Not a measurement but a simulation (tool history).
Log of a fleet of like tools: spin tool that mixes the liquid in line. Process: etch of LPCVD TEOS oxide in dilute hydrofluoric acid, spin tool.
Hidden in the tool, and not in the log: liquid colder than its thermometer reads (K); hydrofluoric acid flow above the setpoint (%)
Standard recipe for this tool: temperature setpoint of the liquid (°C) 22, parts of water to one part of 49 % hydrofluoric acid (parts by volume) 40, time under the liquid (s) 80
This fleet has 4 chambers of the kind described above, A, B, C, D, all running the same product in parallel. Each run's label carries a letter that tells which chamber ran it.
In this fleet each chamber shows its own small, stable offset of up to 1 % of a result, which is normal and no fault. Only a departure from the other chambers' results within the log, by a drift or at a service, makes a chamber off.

run   hour  temperature setpoint of the liquid (°C)  parts of water to one part of 49 % hydrofluoric acid (parts by volume)  time under the liquid (s)  hours since the thermometer was replaced  hours since the hydrofluoric acid flow meter was replaced  read-back film thickness of the LPCVD TEOS oxide reference wafer, read on the same gauge (nm)  thickness taken off the LPCVD TEOS oxide on a monitor wafer (angstrom)
 1A    4.1                                       22                                                                      40                         80                                     690.1                                                      251.8                                                                                         69.969                                                                  473.97
 2C   12.6                                       22                                                                      40                         80                                       765                                                     1224.9                                                                                         69.997                                                                  479.41
 3B   18.3                                       22                                                                      40                         80                                     740.6                                                       1369                                                                                             70                                                                  476.73
 4D   25.7                                       22                                                                      40                         80                                     144.3                                                        379                                                                                         70.035                                                                  469.05
 5C   33.3                                       22                                                                      40                         80                                     785.7                                                     1245.6                                                                                          70.02                                                                   475.5
 6A   40.1                                       22                                                                      40                         80                                     726.1                                                      287.8                                                                                         70.024                                                                  472.34
 7D   49.1                                       22                                                                      40                         80                                     167.7                                                      402.4                                                                                         70.019                                                                  471.55
 8B   54.2                                       22                                                                      25                        100                                     776.5                                                     1404.9                                                                                         70.018                                                                  962.18
 9C   59.1                                       22                                                                      25                        100                                     811.5                                                     1271.4                                                                                         69.998                                                                  965.09
10A   67.8                                       22                                                                      25                        100                                     753.8                                                      315.5                                                                                         69.989                                                                  959.47
11D   74.9                                       22                                                                      25                        100                                     193.5                                                      428.2                                                                                          70.02                                                                  966.78
12B   83.3                                       22                                                                      40                         80                                     805.6                                                       1434                                                                                         70.042                                                                  478.04
13B   92.6                                       22                                                                      40                         80                                     814.9                                                     1443.3                                                                                         69.975                                                                  478.25
14C  100.3                                       22                                                                      40                         80                                     852.7                                                     1312.6                                                                                         70.017                                                                  477.81
15A  106.3                                       22                                                                      40                         80                                     792.3                                                        354                                                                                         69.968                                                                   475.5
16D    113                                       22                                                                      40                         80                                     231.6                                                      466.3                                                                                         69.971                                                                  472.44
17D  120.6                                       22                                                                      40                         80                                     239.2                                                      473.9                                                                                         70.005                                                                   472.1
18B  128.3                                     24.5                                                                      40                         80                                     850.6                                                       1479                                                                                         69.972                                                                  530.84
19A  136.2                                     24.5                                                                      40                         80                                     822.2                                                      383.9                                                                                         70.009                                                                  527.21
20C  141.5                                     24.5                                                                      40                         80                                     893.9                                                     1353.8                                                                                         69.995                                                                  528.69
21C  148.3                                     24.5                                                                      40                         80                                     900.7                                                     1360.6                                                                                         70.021                                                                  524.21
22A  157.7                                       22                                                                      40                         80                                     843.7                                                      405.4                                                                                         69.994                                                                  470.67
23B  165.2                                       22                                                                      40                         80                                     887.5                                                     1515.9                                                                                         69.961                                                                  479.46
24D  169.5                                       22                                                                      40                         80                                     288.1                                                      522.8                                                                                         70.047                                                                  474.11
25D    177                                       22                                                                      40                         80                                     295.6                                                      530.3                                                                                         70.016                                                                  471.09
26B  185.6                                       22                                                                      40                         80                                     907.9                                                     1536.3                                                                                         70.033                                                                  476.36
27C  191.4                                       22                                                                      40                         80                                     943.8                                                     1403.7                                                                                         69.966                                                                  477.78
28A  197.2                                       22                                                                      40                         80                                     883.2                                                      444.9                                                                                         69.985                                                                  473.05
29D  204.4                                       22                                                                      40                         60                                       323                                                      557.7                                                                                          70.01                                                                  354.95
30B  210.1                                       22                                                                      40                         60                                     932.4                                                     1560.8                                                                                         69.976                                                                  359.75
31C  217.1                                       22                                                                      40                         60                                     969.5                                                     1429.4                                                                                         70.023                                                                   356.9
32A  224.2                                       22                                                                      40                         60                                     910.2                                                      471.9                                                                                         69.973                                                                  355.16
33D  231.6                                       22                                                                      40                         80                                     350.2                                                      584.9                                                                                         70.012                                                                  472.45

Does one chamber stand apart from the rest, does the shared gauge drift, or is all well apart from small per-chamber offsets? Give the chamber and the most likely cause, where there is one.

Neither any chamber nor the gauge drifts; the chambers differ only by their own small, steady offsets.

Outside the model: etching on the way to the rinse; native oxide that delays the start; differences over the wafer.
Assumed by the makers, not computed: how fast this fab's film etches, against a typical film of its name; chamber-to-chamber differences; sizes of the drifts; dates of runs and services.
